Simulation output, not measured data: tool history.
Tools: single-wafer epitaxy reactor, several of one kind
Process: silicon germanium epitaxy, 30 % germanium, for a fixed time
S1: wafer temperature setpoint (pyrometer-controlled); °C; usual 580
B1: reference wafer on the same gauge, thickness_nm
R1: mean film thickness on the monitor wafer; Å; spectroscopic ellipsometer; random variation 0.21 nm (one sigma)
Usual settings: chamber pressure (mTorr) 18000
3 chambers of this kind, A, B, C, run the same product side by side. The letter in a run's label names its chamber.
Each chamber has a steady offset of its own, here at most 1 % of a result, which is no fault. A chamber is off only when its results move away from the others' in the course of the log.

{"run": "1B", "hour": 8.6, "S1": 580, "chamber pressure (mTorr)": 18000, "B1": 36.019, "R1": 389.27}
{"run": "2A", "hour": 17.3, "S1": 580, "chamber pressure (mTorr)": 18000, "B1": 36.02, "R1": 392.23}
{"run": "3C", "hour": 25.2, "S1": 580, "chamber pressure (mTorr)": 18000, "B1": 36.004, "R1": 394.25}
{"run": "4A", "hour": 36.4, "S1": 580, "chamber pressure (mTorr)": 18000, "B1": 36.031, "R1": 390.81}
{"run": "5C", "hour": 46.0, "S1": 585, "chamber pressure (mTorr)": 20100, "B1": 35.968, "R1": 450.52}
{"run": "6B", "hour": 58.7, "S1": 585, "chamber pressure (mTorr)": 20100, "B1": 35.988, "R1": 447.69}
{"hour": 59.2, "done": "chamber B: capacitance manometer re-zeroed and calibrated"}
{"run": "7C", "hour": 66.4, "S1": 585, "chamber pressure (mTorr)": 20100, "B1": 35.981, "R1": 452.15}
{"run": "8B", "hour": 75.5, "S1": 580, "chamber pressure (mTorr)": 18000, "B1": 36.021, "R1": 392.02}
{"run": "9A", "hour": 83.1, "S1": 580, "chamber pressure (mTorr)": 18000, "B1": 35.993, "R1": 389.29}
{"run": "10C", "hour": 89.9, "S1": 580, "chamber pressure (mTorr)": 18000, "B1": 36.014, "R1": 395.19}
{"run": "11B", "hour": 99.2, "S1": 580, "chamber pressure (mTorr)": 18000, "B1": 36.008, "R1": 386.71}
{"run": "12A", "hour": 110.5, "S1": 580, "chamber pressure (mTorr)": 18000, "B1": 35.978, "R1": 394.46}
{"run": "13B", "hour": 116.3, "S1": 587, "chamber pressure (mTorr)": 16500, "B1": 36.021, "R1": 429.47}
{"run": "14A", "hour": 125.1, "S1": 587, "chamber pressure (mTorr)": 16500, "B1": 35.995, "R1": 431.76}
{"run": "15C", "hour": 133.6, "S1": 587, "chamber pressure (mTorr)": 16500, "B1": 36, "R1": 431.11}
{"hour": 141.3, "done": "chamber A: pyrometer calibrated"}
{"run": "16B", "hour": 143.4, "S1": 580, "chamber pressure (mTorr)": 18000, "B1": 36.005, "R1": 388.04}
{"run": "17A", "hour": 156.0, "S1": 580, "chamber pressure (mTorr)": 18000, "B1": 36.052, "R1": 417.16}
{"run": "18C", "hour": 167.7, "S1": 580, "chamber pressure (mTorr)": 18000, "B1": 36.019, "R1": 389.34}
{"run": "19B", "hour": 180.4, "S1": 580, "chamber pressure (mTorr)": 18000, "B1": 35.952, "R1": 388.51}
{"run": "20C", "hour": 186.2, "S1": 580, "chamber pressure (mTorr)": 18000, "B1": 35.97, "R1": 395.63}
{"run": "21A", "hour": 198.0, "S1": 580, "chamber pressure (mTorr)": 18000, "B1": 35.992, "R1": 420.27}
{"run": "22C", "hour": 208.6, "S1": 580, "chamber pressure (mTorr)": 18000, "B1": 36.057, "R1": 392.69}
{"run": "23A", "hour": 219.2, "S1": 580, "chamber pressure (mTorr)": 16600, "B1": 35.985, "R1": 406.01}
{"run": "24B", "hour": 231.6, "S1": 580, "chamber pressure (mTorr)": 16600, "B1": 36.042, "R1": 379.22}
{"run": "25A", "hour": 240.0, "S1": 580, "chamber pressure (mTorr)": 16600, "B1": 36.041, "R1": 406.34}
{"run": "26B", "hour": 252.3, "S1": 580, "chamber pressure (mTorr)": 18000, "B1": 35.952, "R1": 387.33}
{"run": "27C", "hour": 262.1, "S1": 580, "chamber pressure (mTorr)": 18000, "B1": 36.004, "R1": 391.04}
{"run": "28A", "hour": 274.0, "S1": 580, "chamber pressure (mTorr)": 18000, "B1": 35.96, "R1": 420.76}
{"run": "29B", "hour": 286.6, "S1": 580, "chamber pressure (mTorr)": 18000, "B1": 36.035, "R1": 387.61}
{"run": "30C", "hour": 299.4, "S1": 580, "chamber pressure (mTorr)": 18000, "B1": 36.005, "R1": 392.12}
{"run": "31B", "hour": 310.8, "S1": 580, "chamber pressure (mTorr)": 18000, "B1": 35.995, "R1": 391.98}
{"run": "32A", "hour": 316.6, "S1": 580, "chamber pressure (mTorr)": 18000, "B1": 35.998, "R1": 419.95}
{"run": "33C", "hour": 324.2, "S1": 580, "chamber pressure (mTorr)": 18000, "B1": 36.007, "R1": 396.03}
{"run": "34C", "hour": 331.2, "S1": 580, "chamber pressure (mTorr)": 18000, "B1": 35.998, "R1": 391.46}
{"run": "35B", "hour": 339.6, "S1": 580, "chamber pressure (mTorr)": 18000, "B1": 36.028, "R1": 390.04}

What goes on in this fleet: one chamber off, a drifting gauge, or nothing beyond the chambers' own small offsets? Name the chamber and the cause, if any.

A service left chamber A off against the others.
Cause: wafer temperature above the value expected at the setpoint (K) = 3.94.

Here are 4 candidates for chamber A's next run, each the usual settings with a change, their results left as question marks. Which one brings its results back in line with what the others give on the usual settings?
In line means no further than this from the other chambers' mean on the usual settings: R1 7.5 Å
{"run": "36A-1", "hour": 348.9, "S1": 580, "chamber pressure (mTorr)": 15200, "R1": "?"}
{"run": "36A-2", "hour": 348.9, "S1": 578, "chamber pressure (mTorr)": 18000, "R1": "?"}
{"run": "36A-3", "hour": 348.9, "S1": 580, "chamber pressure (mTorr)": 19600, "R1": "?"}
{"run": "36A-4", "hour": 348.9, "S1": 580, "chamber pressure (mTorr)": 21200, "R1": "?"}

The other chambers' mean on the usual settings: R1 390.69 Å
run=36A-1 R1=391.24
run=36A-2 R1=403.14
run=36A-3 R1=432.98
run=36A-4 R1=446.75
36A-1 brings the chamber back in line.
